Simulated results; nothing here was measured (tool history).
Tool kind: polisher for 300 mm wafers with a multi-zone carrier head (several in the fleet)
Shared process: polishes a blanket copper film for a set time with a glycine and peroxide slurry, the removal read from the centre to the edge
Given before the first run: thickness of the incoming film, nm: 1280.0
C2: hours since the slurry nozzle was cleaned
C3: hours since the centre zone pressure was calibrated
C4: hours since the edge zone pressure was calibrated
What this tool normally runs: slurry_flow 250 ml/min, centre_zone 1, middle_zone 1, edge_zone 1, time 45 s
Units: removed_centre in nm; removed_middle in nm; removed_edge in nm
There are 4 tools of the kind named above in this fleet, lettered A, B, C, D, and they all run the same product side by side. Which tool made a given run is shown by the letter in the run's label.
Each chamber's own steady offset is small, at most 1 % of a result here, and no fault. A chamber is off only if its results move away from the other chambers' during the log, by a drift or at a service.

{"hour": 0.4, "done": "chamber D: worn pad replaced by a new one"}
{"hour": 3.3, "done": "chamber C: worn pad replaced by a new one"}
{"run": "1D", "hour": 13.0, "slurry_flow": 250, "centre_zone": 1, "middle_zone": 1, "edge_zone": 1, "time": 45, "wafers polished on this pad": 158, "C2": 455.3, "C3": 37.5, "C4": 551.8, "removed_centre": 298.34, "removed_middle": 301.85, "removed_edge": 293.87}
{"run": "2B", "hour": 23.6, "slurry_flow": 250, "centre_zone": 1, "middle_zone": 1, "edge_zone": 1, "time": 45, "wafers polished on this pad": 554, "C2": 167.1, "C3": 330.5, "C4": 636.5, "removed_centre": 303.01, "removed_middle": 293.95, "removed_edge": 302.5}
{"run": "3C", "hour": 35.7, "slurry_flow": 250, "centre_zone": 1, "middle_zone": 1, "edge_zone": 1, "time": 45, "wafers polished on this pad": 406, "C2": 239.1, "C3": 241.3, "C4": 59.8, "removed_centre": 291.31, "removed_middle": 301.82, "removed_edge": 300.59}
{"run": "4A", "hour": 44.4, "slurry_flow": 250, "centre_zone": 1, "middle_zone": 1, "edge_zone": 1, "time": 45, "wafers polished on this pad": 826, "C2": 710.9, "C3": 711.7, "C4": 761.9, "removed_centre": 294.42, "removed_middle": 301.46, "removed_edge": 301.26}
{"run": "5D", "hour": 55.5, "slurry_flow": 250, "centre_zone": 1, "middle_zone": 1, "edge_zone": 1, "time": 45, "wafers polished on this pad": 690, "C2": 497.8, "C3": 80, "C4": 594.3, "removed_centre": 298.38, "removed_middle": 295.99, "removed_edge": 290.81}
{"hour": 58.2, "done": "chamber B: worn pad replaced by a new one"}
{"run": "6C", "hour": 70.7, "slurry_flow": 250, "centre_zone": 1, "middle_zone": 1, "edge_zone": 1, "time": 45, "wafers polished on this pad": 845, "C2": 274.1, "C3": 276.3, "C4": 94.8, "removed_centre": 294.41, "removed_middle": 302.25, "removed_edge": 299.52}
{"run": "7B", "hour": 83.8, "slurry_flow": 250, "centre_zone": 1, "middle_zone": 0.96, "edge_zone": 1, "time": 58, "wafers polished on this pad": 321, "C2": 227.3, "C3": 390.7, "C4": 696.7, "removed_centre": 383.23, "removed_middle": 369.33, "removed_edge": 382.69}
{"hour": 92.6, "done": "chamber C: worn pad replaced by a new one"}
{"run": "8A", "hour": 93.2, "slurry_flow": 250, "centre_zone": 1, "middle_zone": 0.96, "edge_zone": 1, "time": 58, "wafers polished on this pad": 1437, "C2": 759.7, "C3": 760.5, "C4": 810.7, "removed_centre": 377.4, "removed_middle": 377.1, "removed_edge": 385.38}
{"hour": 94.3, "done": "chamber A: worn pad replaced by a new one"}
{"hour": 103.5, "done": "chamber B: centre zone pressure recalibrated"}
{"run": "9A", "hour": 103.9, "slurry_flow": 250, "centre_zone": 1, "middle_zone": 0.96, "edge_zone": 1, "time": 58, "wafers polished on this pad": 121, "C2": 770.4, "C3": 771.2, "C4": 821.4, "removed_centre": 378.84, "removed_middle": 375.41, "removed_edge": 393.05}
{"hour": 110.4, "done": "chamber D: worn pad replaced by a new one"}
{"hour": 110.4, "done": "chamber A: slurry nozzle cleaned"}
{"run": "10D", "hour": 117.2, "slurry_flow": 250, "centre_zone": 1, "middle_zone": 0.96, "edge_zone": 1, "time": 58, "wafers polished on this pad": 86, "C2": 559.5, "C3": 141.7, "C4": 656, "removed_centre": 387.72, "removed_middle": 368.99, "removed_edge": 377.21}
{"run": "11B", "hour": 129.8, "slurry_flow": 250, "centre_zone": 1, "middle_zone": 1, "edge_zone": 1, "time": 45, "wafers polished on this pad": 898, "C2": 273.3, "C3": 26.4, "C4": 742.7, "removed_centre": 297.72, "removed_middle": 296.74, "removed_edge": 296.15}
{"hour": 138.1, "done": "chamber B: worn pad replaced by a new one"}
{"hour": 138.4, "done": "chamber A: centre zone pressure recalibrated"}
{"run": "12C", "hour": 142.5, "slurry_flow": 250, "centre_zone": 1, "middle_zone": 1, "edge_zone": 1, "time": 45, "wafers polished on this pad": 625, "C2": 345.9, "C3": 348.1, "C4": 166.6, "removed_centre": 300.62, "removed_middle": 302.62, "removed_edge": 299.72}
{"run": "13B", "hour": 153.2, "slurry_flow": 250, "centre_zone": 1, "middle_zone": 1, "edge_zone": 1, "time": 45, "wafers polished on this pad": 189, "C2": 296.7, "C3": 49.8, "C4": 766.1, "removed_centre": 296.14, "removed_middle": 296.65, "removed_edge": 294.44}
{"run": "14C", "hour": 161.9, "slurry_flow": 250, "centre_zone": 1, "middle_zone": 1, "edge_zone": 1, "time": 45, "wafers polished on this pad": 869, "C2": 365.3, "C3": 367.5, "C4": 186, "removed_centre": 299.93, "removed_middle": 300.9, "removed_edge": 297.17}
{"hour": 168.9, "done": "chamber C: worn pad replaced by a new one"}
{"run": "15D", "hour": 177.0, "slurry_flow": 250, "centre_zone": 1, "middle_zone": 1, "edge_zone": 1, "time": 45, "wafers polished on this pad": 835, "C2": 619.3, "C3": 201.5, "C4": 715.8, "removed_centre": 297.73, "removed_middle": 300.38, "removed_edge": 302.47}
{"run": "16A", "hour": 186.5, "slurry_flow": 250, "centre_zone": 1, "middle_zone": 1, "edge_zone": 1, "time": 45, "wafers polished on this pad": 1156, "C2": 76.2, "C3": 48.1, "C4": 904, "removed_centre": 296.27, "removed_middle": 304.56, "removed_edge": 308.27}
{"hour": 191.6, "done": "chamber A: worn pad replaced by a new one"}
{"run": "17C", "hour": 195.9, "slurry_flow": 250, "centre_zone": 1, "middle_zone": 1, "edge_zone": 1, "time": 45, "wafers polished on this pad": 338, "C2": 399.3, "C3": 401.5, "C4": 220, "removed_centre": 295.28, "removed_middle": 304.94, "removed_edge": 301.65}
{"hour": 200.9, "done": "chamber B: slurry nozzle cleaned"}
{"hour": 206.7, "done": "chamber D: worn pad replaced by a new one"}
{"hour": 209.4, "done": "chamber B: worn pad replaced by a new one"}
{"run": "18A", "hour": 211.7, "slurry_flow": 250, "centre_zone": 1, "middle_zone": 1, "edge_zone": 1, "time": 45, "wafers polished on this pad": 252, "C2": 101.4, "C3": 73.3, "C4": 929.2, "removed_centre": 301.71, "removed_middle": 302.17, "removed_edge": 306.84}
{"run": "19D", "hour": 226.6, "slurry_flow": 250, "centre_zone": 1, "middle_zone": 1, "edge_zone": 1, "time": 45, "wafers polished on this pad": 250, "C2": 668.9, "C3": 251.1, "C4": 765.4, "removed_centre": 298.76, "removed_middle": 301.34, "removed_edge": 296.39}
{"run": "20B", "hour": 239.2, "slurry_flow": 250, "centre_zone": 1, "middle_zone": 1, "edge_zone": 1, "time": 45, "wafers polished on this pad": 374, "C2": 38.3, "C3": 135.8, "C4": 852.1, "removed_centre": 300.94, "removed_middle": 299.16, "removed_edge": 293.51}
{"run": "21C", "hour": 251.7, "slurry_flow": 250, "centre_zone": 1, "middle_zone": 1, "edge_zone": 1, "time": 45, "wafers polished on this pad": 1038, "C2": 455.1, "C3": 457.3, "C4": 275.8, "removed_centre": 288.29, "removed_middle": 299.85, "removed_edge": 305.07}
{"hour": 257.7, "done": "chamber C: worn pad replaced by a new one"}
{"run": "22D", "hour": 260.7, "slurry_flow": 250, "centre_zone": 1, "middle_zone": 1, "edge_zone": 1, "time": 38, "wafers polished on this pad": 677, "C2": 703, "C3": 285.2, "C4": 799.5, "removed_centre": 250.9, "removed_middle": 249.77, "removed_edge": 257.44}
{"run": "23B", "hour": 270.1, "slurry_flow": 250, "centre_zone": 1, "middle_zone": 1, "edge_zone": 1, "time": 38, "wafers polished on this pad": 761, "C2": 69.2, "C3": 166.7, "C4": 883, "removed_centre": 253.83, "removed_middle": 252.91, "removed_edge": 253.47}
{"run": "24A", "hour": 284.2, "slurry_flow": 250, "centre_zone": 1, "middle_zone": 1, "edge_zone": 1, "time": 38, "wafers polished on this pad": 1161, "C2": 173.9, "C3": 145.8, "C4": 1001.7, "removed_centre": 254.13, "removed_middle": 253.93, "removed_edge": 253.35}
{"hour": 285.4, "done": "chamber B: worn pad replaced by a new one"}
{"hour": 291.3, "done": "chamber A: worn pad replaced by a new one"}
{"hour": 291.9, "done": "chamber D: worn pad replaced by a new one"}
{"run": "25B", "hour": 294.2, "slurry_flow": 250, "centre_zone": 1, "middle_zone": 1, "edge_zone": 1, "time": 38, "wafers polished on this pad": 111, "C2": 93.3, "C3": 190.8, "C4": 907.1, "removed_centre": 255.34, "removed_middle": 249.69, "removed_edge": 249.7}
{"run": "26D", "hour": 305.0, "slurry_flow": 250, "centre_zone": 1, "middle_zone": 1, "edge_zone": 1, "time": 45, "wafers polished on this pad": 164, "C2": 747.3, "C3": 329.5, "C4": 843.8, "removed_centre": 296.07, "removed_middle": 297.68, "removed_edge": 300.16}
{"run": "27A", "hour": 312.8, "slurry_flow": 330, "centre_zone": 0.91, "middle_zone": 1, "edge_zone": 1, "time": 45, "wafers polished on this pad": 270, "C2": 202.5, "C3": 174.4, "C4": 1030.3, "removed_centre": 274.41, "removed_middle": 310.61, "removed_edge": 305.29}
{"hour": 320.6, "done": "chamber D: slurry nozzle cleaned"}
{"run": "28C", "hour": 325.4, "slurry_flow": 330, "centre_zone": 0.91, "middle_zone": 1, "edge_zone": 1, "time": 45, "wafers polished on this pad": 849, "C2": 528.8, "C3": 531, "C4": 349.5, "removed_centre": 259.19, "removed_middle": 311.31, "removed_edge": 309.14}
{"run": "29D", "hour": 333.8, "slurry_flow": 330, "centre_zone": 0.91, "middle_zone": 1, "edge_zone": 1, "time": 45, "wafers polished on this pad": 525, "C2": 13.3, "C3": 358.3, "C4": 872.6, "removed_centre": 283.65, "removed_middle": 308.2, "removed_edge": 300.11}
{"hour": 337.9, "done": "chamber C: worn pad replaced by a new one"}
{"run": "30B", "hour": 341.3, "slurry_flow": 330, "centre_zone": 0.91, "middle_zone": 1, "edge_zone": 1, "time": 45, "wafers polished on this pad": 701, "C2": 140.4, "C3": 237.9, "C4": 954.2, "removed_centre": 280.04, "removed_middle": 305.45, "removed_edge": 308.22}
{"run": "31A", "hour": 349.8, "slurry_flow": 250, "centre_zone": 1, "middle_zone": 1, "edge_zone": 1, "time": 45, "wafers polished on this pad": 734, "C2": 239.5, "C3": 211.4, "C4": 1067.3, "removed_centre": 299.54, "removed_middle": 296.85, "removed_edge": 299.07}
{"run": "32C", "hour": 362.7, "slurry_flow": 250, "centre_zone": 1, "middle_zone": 1, "edge_zone": 1, "time": 45, "wafers polished on this pad": 312, "C2": 566.1, "C3": 568.3, "C4": 386.8, "removed_centre": 281.18, "removed_middle": 302.66, "removed_edge": 299.1}
{"run": "33D", "hour": 376.1, "slurry_flow": 250, "centre_zone": 1, "middle_zone": 1, "edge_zone": 1, "time": 45, "wafers polished on this pad": 1055, "C2": 55.6, "C3": 400.6, "C4": 914.9, "removed_centre": 297.05, "removed_middle": 296.62, "removed_edge": 294.83}

Predict what each chamber gives when all 4 of them run the settings below next.
{"run": "34A", "hour": 387.6, "slurry_flow": 250, "centre_zone": 1, "middle_zone": 1, "edge_zone": 1, "time": 45, "removed_centre": "?", "removed_middle": "?", "removed_edge": "?"}
{"run": "34B", "hour": 387.6, "slurry_flow": 250, "centre_zone": 1, "middle_zone": 1, "edge_zone": 1, "time": 45, "removed_centre": "?", "removed_middle": "?", "removed_edge": "?"}
{"run": "34C", "hour": 387.6, "slurry_flow": 250, "centre_zone": 1, "middle_zone": 1, "edge_zone": 1, "time": 45, "removed_centre": "?", "removed_middle": "?", "removed_edge": "?"}
{"run": "34D", "hour": 387.6, "slurry_flow": 250, "centre_zone": 1, "middle_zone": 1, "edge_zone": 1, "time": 45, "removed_centre": "?", "removed_middle": "?", "removed_edge": "?"}

run=34A removed_centre=297.07 removed_middle=300.23 removed_edge=298.82
run=34B removed_centre=298.73 removed_middle=300.65 removed_edge=293.43
run=34C removed_centre=277.68 removed_middle=302.22 removed_edge=307.03
run=34D removed_centre=298.37 removed_middle=298.8 removed_edge=295.72

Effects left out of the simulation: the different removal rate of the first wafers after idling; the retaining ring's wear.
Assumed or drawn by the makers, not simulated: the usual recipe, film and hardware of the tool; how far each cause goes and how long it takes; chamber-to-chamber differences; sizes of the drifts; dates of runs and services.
